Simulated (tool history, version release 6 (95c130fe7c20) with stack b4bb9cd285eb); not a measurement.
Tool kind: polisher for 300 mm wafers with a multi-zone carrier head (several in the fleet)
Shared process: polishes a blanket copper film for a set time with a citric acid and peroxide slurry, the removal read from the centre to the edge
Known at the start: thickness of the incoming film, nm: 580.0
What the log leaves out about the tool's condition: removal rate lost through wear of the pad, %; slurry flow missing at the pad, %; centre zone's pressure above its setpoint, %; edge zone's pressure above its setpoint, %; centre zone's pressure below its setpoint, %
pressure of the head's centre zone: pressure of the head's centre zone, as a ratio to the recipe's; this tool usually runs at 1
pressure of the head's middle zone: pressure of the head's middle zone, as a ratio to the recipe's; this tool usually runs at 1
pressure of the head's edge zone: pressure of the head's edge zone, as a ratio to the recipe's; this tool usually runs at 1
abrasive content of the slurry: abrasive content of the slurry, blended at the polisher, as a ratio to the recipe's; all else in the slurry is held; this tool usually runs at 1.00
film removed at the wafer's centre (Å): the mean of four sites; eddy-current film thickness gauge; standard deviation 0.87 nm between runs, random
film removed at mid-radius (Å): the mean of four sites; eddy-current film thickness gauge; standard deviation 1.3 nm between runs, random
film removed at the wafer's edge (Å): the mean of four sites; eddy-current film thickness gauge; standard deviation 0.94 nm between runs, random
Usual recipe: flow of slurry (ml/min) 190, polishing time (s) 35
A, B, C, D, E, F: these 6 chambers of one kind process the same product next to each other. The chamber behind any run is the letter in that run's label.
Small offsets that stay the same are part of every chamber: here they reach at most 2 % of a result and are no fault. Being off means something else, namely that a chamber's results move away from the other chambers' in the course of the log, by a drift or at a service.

run	hour	flow of slurry (ml/min)	pressure of the head's centre zone	pressure of the head's middle zone	pressure of the head's edge zone	abrasive content of the slurry	polishing time (s)	wafers polished on this pad	hours since the slurry nozzle was cleaned	hours since the centre zone pressure was calibrated	hours since the edge zone pressure was calibrated	film removed at the wafer's centre (Å)	film removed at mid-radius (Å)	film removed at the wafer's edge (Å)
1D	4.6	190	1	1	1	1.00	35	604	690.8	334.1	58.4	870.67	849.50	869.26
2C	7.4	190	1	1	1	1.00	35	145	330.2	116.3	1104.3	884.06	856.60	855.94
# hour 7.8: chamber A: worn pad replaced by a new one
# hour 8.6: chamber D: slurry nozzle cleaned
3E	12.2	190	1	1	1	1.00	35	284	468.4	184.9	1229.5	838.74	845.89	878.49
# hour 16.5: chamber F: worn pad replaced by a new one
4A	17.1	190	1	1	1	1.00	35	120	249.5	205.7	840.1	853.93	861.65	854.65
5B	22.7	190	1	1	1	0.85	35	659	274.0	376.0	121.8	844.08	833.77	837.73
6F	27.5	190	1	1	1	0.85	35	142	108.4	877.4	287.7	839.31	821.07	826.40
7D	30.5	190	1	1	1	0.85	35	936	21.9	360.0	84.3	834.19	818.91	830.47
8A	36.3	190	1	1	1	0.85	35	366	268.7	224.9	859.3	832.75	831.77	808.88
# hour 36.6: chamber E: edge zone pressure recalibrated
9C	38.8	190	1	1	1	0.85	35	548	361.6	147.7	1135.7	837.37	840.79	831.16
10F	42.3	190	1	1	1	0.85	35	332	123.2	892.2	302.5	837.65	815.19	842.32
# hour 42.6: chamber D: worn pad replaced by a new one
11B	47.0	190	1	1	1	1.00	46	971	298.3	400.3	146.1	1141.80	1123.60	1115.20
12E	50.7	190	1	1	1	1.00	46	778	506.9	223.4	14.2	1114.80	1101.60	1139.50
# hour 51.8: chamber C: edge zone pressure recalibrated
13C	56.4	190	1	1	1	1.00	46	774	379.2	165.3	4.7	1154.20	1121.20	1110.50
14D	59.8	190	1	1	1	1.00	46	220	51.2	389.3	113.6	1144.90	1129.80	1140.30
15F	63.7	190	1	1	1	1.00	46	607	144.6	913.6	323.9	1144.00	1094.20	1136.50
# hour 65.1: chamber F: worn pad replaced by a new one
# hour 66.6: chamber E: worn pad replaced by a new one
16E	68.4	190	1	1	1	1.00	46	23	524.6	241.1	31.9	1143.40	1163.30	1113.50
# hour 69.6: chamber A: slurry nozzle cleaned
17A	72.2	220	1	1	1	1.15	35	827	2.6	260.8	895.2	917.05	919.29	911.82
# hour 74.4: chamber A: worn pad replaced by a new one
18B	77.6	220	1	1	1	1.15	35	1364	328.9	430.9	176.7	918.43	894.33	907.36
# hour 81.2: chamber B: worn pad replaced by a new one
# hour 81.6: chamber B: slurry nozzle cleaned
19E	83.4	220	1	1	1	1.15	35	216	539.6	256.1	46.9	895.31	898.82	897.83
20A	87.9	220	1	1	1	1.15	35	173	18.3	276.5	910.9	913.04	933.60	901.81
# hour 88.5: chamber F: centre zone pressure recalibrated
21C	90.7	220	1	1	1	1.15	35	1215	413.5	199.6	39.0	895.53	922.94	885.15
# hour 91.2: chamber C: worn pad replaced by a new one
22F	93.5	220	1	1	1	1.15	35	365	174.4	5.1	353.7	901.27	900.27	911.60
23D	97.8	190	1	1	1	1.00	35	708	89.2	427.3	151.6	862.59	850.11	875.26
# hour 102.6: chamber C: slurry nozzle cleaned
24B	103.0	190	1	1	1	1.00	35	280	21.4	456.3	202.1	877.83	870.32	865.12
25F	105.8	190	1	1	1	1.00	35	523	186.7	17.4	366.0	871.45	829.33	860.15
26D	109.5	190	1	1	1	0.80	35	859	100.9	439.0	163.3	834.60	806.46	828.57
# hour 110.8: chamber F: worn pad replaced by a new one
27A	113.2	190	1	1	1	0.80	35	498	43.6	301.8	936.2	807.97	841.71	811.48
28C	116.6	190	1	1	1	0.80	35	327	14.1	225.5	64.9	817.09	826.42	814.86
# hour 121.9: chamber D: worn pad replaced by a new one
29B	122.3	190	1	1	1	0.80	35	527	40.7	475.6	221.4	837.88	819.17	834.96
# hour 125.9: chamber E: worn pad replaced by a new one
30E	127.1	190	1	1	1	0.80	35	15	583.3	299.8	90.6	817.00	835.46	826.85
31F	132.5	190	1	1	1	0.80	35	279	213.4	44.1	392.7	832.05	813.03	820.32
# hour 137.1: chamber A: worn pad replaced by a new one
32C	138.3	190	1	1	1	1.10	35	605	35.8	247.2	86.6	882.05	881.44	875.79
33B	144.1	190	1	1	1	1.10	35	807	62.5	497.4	243.2	884.54	877.20	876.87
34A	149.2	190	1	1	1	1.10	35	155	79.6	337.8	972.2	879.14	900.47	871.96
# hour 152.5: chamber A: centre zone pressure recalibrated
35D	154.0	190	1	1	1	1.10	35	412	145.4	483.5	207.8	882.39	866.71	877.06
36E	159.4	190	1	1	1	1.10	35	430	615.6	332.1	122.9	874.31	862.13	884.41
# hour 161.3: chamber F: worn pad replaced by a new one
37E	164.8	190	1	1	1	1.10	35	500	621.0	337.5	128.3	880.27	884.13	886.99
38B	168.6	190	1	1	1	1.00	35	1122	87.0	521.9	267.7	852.15	861.61	865.65
39C	173.9	190	1	1	1	0.85	41	1063	71.4	282.8	122.2	1000.80	963.57	968.25
40D	179.0	190	1	1	1	0.85	41	733	170.4	508.5	232.8	973.71	975.05	973.28
# hour 183.0: chamber C: worn pad replaced by a new one
41F	184.3	190	1	1	1	0.85	41	296	265.2	95.9	444.5	982.88	968.00	982.81
# hour 185.6: chamber C: centre zone pressure recalibrated
42A	188.5	190	1	1	1	0.85	41	660	118.9	36.0	1011.5	962.12	986.75	980.77
43A	192.6	190	1	1	1	0.85	41	713	123.0	40.1	1015.6	959.36	980.12	961.78
44C	198.3	190	1	1	1	0.85	41	197	95.8	12.8	146.6	960.87	979.83	950.62

Each of the 6 chambers runs these same settings next. Fill in every chamber's results:
45A	202.5	190	1	1	1	1.00	35					?	?	?
45B	202.5	190	1	1	1	1.00	35					?	?	?
45C	202.5	190	1	1	1	1.00	35					?	?	?
45D	202.5	190	1	1	1	1.00	35					?	?	?
45E	202.5	190	1	1	1	1.00	35					?	?	?
45F	202.5	190	1	1	1	1.00	35					?	?	?

run	film removed at the wafer's centre (Å)	film removed at mid-radius (Å)	film removed at the wafer's edge (Å)
45A	861.94	871.14	861.39
45B	856.94	847.08	865.20
45C	848.35	868.84	874.97
45D	875.44	832.65	870.53
45E	863.26	882.03	851.90
45F	866.74	853.48	857.94
